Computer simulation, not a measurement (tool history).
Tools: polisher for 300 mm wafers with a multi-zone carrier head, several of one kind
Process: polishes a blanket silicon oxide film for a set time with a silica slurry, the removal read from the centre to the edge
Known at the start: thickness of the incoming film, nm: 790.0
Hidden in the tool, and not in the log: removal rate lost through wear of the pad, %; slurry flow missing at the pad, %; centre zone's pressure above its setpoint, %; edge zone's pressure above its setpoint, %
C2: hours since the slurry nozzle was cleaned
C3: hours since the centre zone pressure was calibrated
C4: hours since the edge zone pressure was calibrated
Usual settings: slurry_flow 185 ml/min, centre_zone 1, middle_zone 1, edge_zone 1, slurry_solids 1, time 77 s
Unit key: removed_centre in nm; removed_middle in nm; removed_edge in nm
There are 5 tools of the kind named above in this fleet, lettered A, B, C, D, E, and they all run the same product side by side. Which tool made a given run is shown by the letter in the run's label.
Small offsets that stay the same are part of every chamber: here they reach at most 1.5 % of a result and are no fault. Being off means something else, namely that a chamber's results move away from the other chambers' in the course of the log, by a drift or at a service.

At hour 6.4: chamber B: worn pad replaced by a new one.
Run 1B, hour 7.7: usual settings; wafers polished on this pad 18; C2 117.1; C3 181.7; C4 52.5. Result: removed_centre 232.89 nm, removed_middle 234.59 nm, removed_edge 235.95 nm.
At hour 13.6: chamber E: worn pad replaced by a new one.
Run 2C, hour 20.9: usual settings; wafers polished on this pad 504; C2 25.6; C3 403.1; C4 214.3. Result: removed_centre 231.88 nm, removed_middle 237.52 nm, removed_edge 235.79 nm.
At hour 30.5: chamber E: slurry nozzle cleaned.
Run 3A, hour 32.1: usual settings; wafers polished on this pad 1258; C2 608.6; C3 165.1; C4 471.8. Result: removed_centre 237.76 nm, removed_middle 236.51 nm, removed_edge 232.01 nm.
Run 4E, hour 39.9: usual settings; wafers polished on this pad 348; C2 9.4; C3 363.9; C4 323.8. Result: removed_centre 233.34 nm, removed_middle 236.57 nm, removed_edge 234.73 nm.
Run 5D, hour 48.2: usual settings; wafers polished on this pad 1354; C2 151.4; C3 171.7; C4 386.7. Result: removed_centre 233.28 nm, removed_middle 232.91 nm, removed_edge 234.62 nm.
At hour 48.5: chamber D: worn pad replaced by a new one.
At hour 56.4: chamber C: worn pad replaced by a new one.
Run 6C, hour 59.1: usual settings; wafers polished on this pad 36; C2 63.8; C3 441.3; C4 252.5. Result: removed_centre 231.3 nm, removed_middle 230.55 nm, removed_edge 237.57 nm.
Run 7B, hour 68.7: usual settings but centre_zone 1.11, time 65 s; wafers polished on this pad 825; C2 178.1; C3 242.7; C4 113.5. Result: removed_centre 223.92 nm, removed_middle 202.01 nm, removed_edge 196.16 nm.
At hour 78.2: chamber B: worn pad replaced by a new one.
At hour 79.3: chamber E: worn pad replaced by a new one.
Run 8E, hour 81.7: usual settings but centre_zone 1.11, time 65 s; wafers polished on this pad 31; C2 51.2; C3 405.7; C4 365.6. Result: removed_centre 220.78 nm, removed_middle 200.7 nm, removed_edge 199.29 nm.
At hour 84.9: chamber D: slurry nozzle cleaned.
Run 9D, hour 94.6: usual settings but centre_zone 1.11, time 65 s; wafers polished on this pad 610; C2 9.8; C3 218.1; C4 433.1. Result: removed_centre 223.84 nm, removed_middle 200.02 nm, removed_edge 199.7 nm.
Run 10A, hour 104.2: usual settings but centre_zone 1.11, time 65 s; wafers polished on this pad 2213; C2 680.7; C3 237.2; C4 543.9. Result: removed_centre 219.46 nm, removed_middle 197.92 nm, removed_edge 193.05 nm.
Run 11A, hour 117.2: usual settings but centre_zone 1.11, time 65 s; wafers polished on this pad 2385; C2 693.7; C3 250.2; C4 556.9. Result: removed_centre 217.52 nm, removed_middle 194.3 nm, removed_edge 195.4 nm.
Run 12E, hour 126: usual settings; wafers polished on this pad 618; C2 95.5; C3 450; C4 409.9. Result: removed_centre 231.98 nm, removed_middle 233.48 nm, removed_edge 235.13 nm.
At hour 133.9: chamber C: worn pad replaced by a new one.
Run 13C, hour 136.3: usual settings; wafers polished on this pad 32; C2 141; C3 518.5; C4 329.7. Result: removed_centre 232.85 nm, removed_middle 231.91 nm, removed_edge 235.78 nm.
At hour 139.8: chamber D: centre zone pressure recalibrated.
At hour 142: chamber D: worn pad replaced by a new one.
Run 14D, hour 144.5: usual settings; wafers polished on this pad 33; C2 59.7; C3 4.7; C4 483. Result: removed_centre 232.57 nm, removed_middle 235.33 nm, removed_edge 235.21 nm.
At hour 147.9: chamber E: worn pad replaced by a new one.
Run 15B, hour 152.2: usual settings but slurry_solids 1.25; wafers polished on this pad 980; C2 261.6; C3 326.2; C4 197. Result: removed_centre 258.05 nm, removed_middle 258.82 nm, removed_edge 256.2 nm.
At hour 152.7: chamber B: worn pad replaced by a new one.
Run 16A, hour 163.6: usual settings but slurry_solids 1.25; wafers polished on this pad 2999; C2 740.1; C3 296.6; C4 603.3. Result: removed_centre 253.78 nm, removed_middle 251.87 nm, removed_edge 255.19 nm.
Run 17E, hour 170.4: usual settings but slurry_solids 1.25; wafers polished on this pad 299; C2 139.9; C3 494.4; C4 454.3. Result: removed_centre 255.79 nm, removed_middle 253.4 nm, removed_edge 256.38 nm.
Run 18C, hour 178.1: usual settings but slurry_solids 1.25; wafers polished on this pad 585; C2 182.8; C3 560.3; C4 371.5. Result: removed_centre 256.24 nm, removed_middle 260.48 nm, removed_edge 258.72 nm.
Run 19B, hour 188.6: usual settings but slurry_solids 1.25; wafers polished on this pad 475; C2 298; C3 362.6; C4 233.4. Result: removed_centre 262.63 nm, removed_middle 259.4 nm, removed_edge 254.41 nm.
Run 20D, hour 197.2: usual settings; wafers polished on this pad 731; C2 112.4; C3 57.4; C4 535.7. Result: removed_centre 232.73 nm, removed_middle 231.59 nm, removed_edge 235.78 nm.
At hour 200.5: chamber C: worn pad replaced by a new one.
At hour 208.3: chamber E: worn pad replaced by a new one.
Run 21E, hour 209.2: usual settings; wafers polished on this pad 12; C2 178.7; C3 533.2; C4 493.1. Result: removed_centre 233.78 nm, removed_middle 242.81 nm, removed_edge 237.67 nm.
Run 22D, hour 217.8: usual settings; wafers polished on this pad 1004; C2 133; C3 78; C4 556.3. Result: removed_centre 235.68 nm, removed_middle 230.76 nm, removed_edge 235.31 nm.
At hour 221.1: chamber E: slurry nozzle cleaned.
At hour 225.6: chamber B: worn pad replaced by a new one.
Run 23B, hour 230.3: usual settings; wafers polished on this pad 63; C2 339.7; C3 404.3; C4 275.1. Result: removed_centre 234.58 nm, removed_middle 232.02 nm, removed_edge 235.5 nm.
At hour 237.4: chamber D: worn pad replaced by a new one.
Run 24A, hour 243.5: usual settings; wafers polished on this pad 4057; C2 820; C3 376.5; C4 683.2. Result: removed_centre 228.32 nm, removed_middle 224.18 nm, removed_edge 224.98 nm.
Run 25C, hour 254.1: usual settings; wafers polished on this pad 709; C2 258.8; C3 636.3; C4 447.5. Result: removed_centre 233.34 nm, removed_middle 233.32 nm, removed_edge 236.43 nm.
Run 26C, hour 264.1: usual settings; wafers polished on this pad 842; C2 268.8; C3 646.3; C4 457.5. Result: removed_centre 232.54 nm, removed_middle 238.31 nm, removed_edge 237.52 nm.
At hour 266.5: chamber C: worn pad replaced by a new one.
Run 27E, hour 269.9: usual settings; wafers polished on this pad 815; C2 48.9; C3 593.9; C4 553.8. Result: removed_centre 232.14 nm, removed_middle 230.62 nm, removed_edge 233.07 nm.
At hour 276.4: chamber A: slurry nozzle cleaned.
Run 28B, hour 277: usual settings; wafers polished on this pad 681; C2 386.4; C3 451; C4 321.8. Result: removed_centre 231.15 nm, removed_middle 234.9 nm, removed_edge 234.49 nm.
At hour 278: chamber E: worn pad replaced by a new one.
At hour 279.4: chamber D: slurry nozzle cleaned.
Run 29A, hour 285.5: usual settings but centre_zone 1.04; wafers polished on this pad 4613; C2 9.2; C3 418.5; C4 725.2. Result: removed_centre 232.31 nm, removed_middle 226.19 nm, removed_edge 224.99 nm.
At hour 296.3: chamber B: worn pad replaced by a new one.
Run 30D, hour 296.8: usual settings but centre_zone 1.04; wafers polished on this pad 786; C2 17.5; C3 157; C4 635.3. Result: removed_centre 248.01 nm, removed_middle 234.38 nm, removed_edge 236.65 nm.
Run 31D, hour 306.5: usual settings but centre_zone 1.04; wafers polished on this pad 915; C2 27.2; C3 166.7; C4 645. Result: removed_centre 244.57 nm, removed_middle 237.96 nm, removed_edge 234.32 nm.
Run 32B, hour 316.8: usual settings but centre_zone 1.04; wafers polished on this pad 272; C2 426.2; C3 490.8; C4 361.6. Result: removed_centre 242.18 nm, removed_middle 230.78 nm, removed_edge 236.3 nm.
Run 33E, hour 325.6: usual settings but centre_zone 1.04; wafers polished on this pad 630; C2 104.6; C3 649.6; C4 609.5. Result: removed_centre 243.23 nm, removed_middle 231.04 nm, removed_edge 232.89 nm.
At hour 328.8: chamber C: worn pad replaced by a new one.
Run 34C, hour 332: usual settings; wafers polished on this pad 42; C2 336.7; C3 714.2; C4 525.4. Result: removed_centre 233.94 nm, removed_middle 235.32 nm, removed_edge 236.11 nm.
Run 35A, hour 339.4: usual settings; wafers polished on this pad 5327; C2 63.1; C3 472.4; C4 779.1. Result: removed_centre 224.1 nm, removed_middle 224.27 nm, removed_edge 224.1 nm.

Does one chamber stand apart from the rest, does the shared gauge drift, or is all well apart from small per-chamber offsets? Give the chamber and the most likely cause, where there is one.

One chamber, A, drifts off from the rest bit by bit.
What lies behind it: removal rate lost through wear of the pad, % = 5.41.

Chamber A could run next with any of the 4 candidate recipes listed below; each alters the usual settings, and their results appear as question marks. Which one brings its results back in line with what the other chambers deliver on the usual settings?
A result is in line if it is within this distance of the other chambers' mean on the usual settings: removed_centre 7.3 nm; removed_middle 10 nm; removed_edge 6 nm
Run 36A-1, hour 349: usual settings but edge_zone 1.01, time 81 s. Result: removed_centre ?, removed_middle ?, removed_edge ?.
Run 36A-2, hour 349: usual settings but centre_zone 1.01, middle_zone 1.01, edge_zone 0.99, slurry_solids 0.95, time 71 s. Result: removed_centre ?, removed_middle ?, removed_edge ?.
Run 36A-3, hour 349: usual settings but centre_zone 0.99, middle_zone 0.99, edge_zone 1.01, slurry_solids 1.05, time 83 s. Result: removed_centre ?, removed_middle ?, removed_edge ?.
Run 36A-4, hour 349: usual settings but edge_zone 0.99, time 73 s. Result: removed_centre ?, removed_middle ?, removed_edge ?.

The other chambers' mean on the usual settings: removed_centre 233.43 nm; removed_middle 234.27 nm; removed_edge 234.27 nm
  run  removed_centre  removed_middle  removed_edge
36A-1          233.43          234.83        234.29
36A-2          201.89          202.71        198.25
36A-3          241.92          243.87        245.61
36A-4          210.37          211.64        208.92
It is 36A-1 that realigns the chamber with its peers.

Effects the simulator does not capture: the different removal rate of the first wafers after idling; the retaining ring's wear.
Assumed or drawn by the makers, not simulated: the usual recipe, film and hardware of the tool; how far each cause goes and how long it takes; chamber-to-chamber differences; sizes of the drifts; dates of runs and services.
